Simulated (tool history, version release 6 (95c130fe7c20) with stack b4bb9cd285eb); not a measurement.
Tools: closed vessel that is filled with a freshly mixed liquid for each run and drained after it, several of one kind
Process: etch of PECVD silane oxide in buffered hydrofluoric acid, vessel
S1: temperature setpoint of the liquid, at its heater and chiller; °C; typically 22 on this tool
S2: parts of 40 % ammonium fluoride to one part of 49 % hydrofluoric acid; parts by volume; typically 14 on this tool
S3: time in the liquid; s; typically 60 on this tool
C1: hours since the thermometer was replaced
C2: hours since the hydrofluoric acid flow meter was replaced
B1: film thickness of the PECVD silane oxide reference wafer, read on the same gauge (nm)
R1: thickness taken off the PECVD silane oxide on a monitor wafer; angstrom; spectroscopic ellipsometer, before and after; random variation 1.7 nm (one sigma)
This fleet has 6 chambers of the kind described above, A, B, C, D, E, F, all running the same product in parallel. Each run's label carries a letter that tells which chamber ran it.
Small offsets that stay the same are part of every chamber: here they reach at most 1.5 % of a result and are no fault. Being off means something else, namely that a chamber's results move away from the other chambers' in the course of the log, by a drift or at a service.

run,hour,S1,S2,S3,C1,C2,B1,R1
1B,10.6,22,14,60,1689.2,151.1,140,1822.8
2F,20.9,22,14,60,1181.5,678.9,140.02,1772.8
3E,27.3,22,14,60,290.3,160.5,140,1837.9
# hour 37: chamber A: hydrofluoric acid flow meter replaced
4A,40,22,14,60,635.3,3.1,140.01,1808.2
5D,52.1,22,14,60,799.6,608.6,140.03,1807.6
6C,59.7,22,14,60,449,183.6,140.01,1838
7A,66.4,22,14,60,661.7,29.5,140.05,1801.3
8B,75.1,22,14,60,1753.7,215.6,139.95,1809.1
9C,82.7,22,14,60,472,206.6,140.01,1844.4
10F,92,22,14,60,1252.6,750,139.99,1802.9
11E,102.9,22,14,60,365.9,236.1,139.99,1833.2
12D,111,22,14,60,858.5,667.5,139.97,1833.9
13F,124.2,22,14,60,1284.8,782.2,140.02,1820.2
14B,130.4,22,14,60,1809,270.9,140.01,1844
15C,143.2,22,14,60,532.5,267.1,139.98,1810.4
16D,154.6,22,14,60,902.1,711.1,140,1821.6
17A,162.6,24.5,14,45,757.9,125.7,140.01,1559
18E,175.8,24.5,14,45,438.8,309,139.98,1537.6
19A,184.2,24.5,14,45,779.5,147.3,140.01,1543.9
20C,196.8,24.5,14,45,586.1,320.7,140.01,1571.8
21B,206.4,24.5,14,45,1885,346.9,140,1559.2
22F,216.2,24.5,14,45,1376.8,874.2,140,1560.1
# hour 220: chamber C: thermometer replaced
23E,227.2,22,14,85,490.2,360.4,140,2542
# hour 228.7: chamber E: thermometer replaced
24D,239.3,22,14,85,986.8,795.8,140.03,2558.4
25C,251.2,22,14,85,31.3,375.1,140.02,2620.6
26B,264.1,22,14,85,1942.7,404.6,140.01,2556
27D,271.4,22,14,85,1018.9,827.9,140.02,2600.9
28F,281,22,14,85,1441.6,939,140,2582.5
29A,288.8,22,14,60,884.1,251.9,140.01,1796.4
30E,301,22,14,60,72.3,434.2,140.01,1696.3
31D,311.6,22,14,60,1059.1,868.1,140.01,1811.4
32C,323,22,14,60,103.1,446.9,140.03,1810.2
33A,330.9,22,14,60,926.2,294,139.99,1808
34E,339.3,22,14,60,110.6,472.5,139.96,1687.9
35B,347.4,22,14,60,2026,487.9,140,1833.6
36F,357.8,22,17,60,1518.4,1015.8,140.02,1506.3
37A,370.1,22,17,60,965.4,333.2,139.98,1494.1
38C,377,22,17,60,157.1,500.9,140.03,1495.2
39F,386.1,22,17,60,1546.7,1044.1,140,1479.9

Each of the 6 chambers runs these same settings next. Fill in every chamber's results:
40A,395.6,22,10,60,,,,?
40B,395.6,22,10,60,,,,?
40C,395.6,22,10,60,,,,?
40D,395.6,22,10,60,,,,?
40E,395.6,22,10,60,,,,?
40F,395.6,22,10,60,,,,?

run,R1
40A,2559.9
40B,2529.6
40C,2543
40D,2559.6
40E,2243.9
40F,2497.6
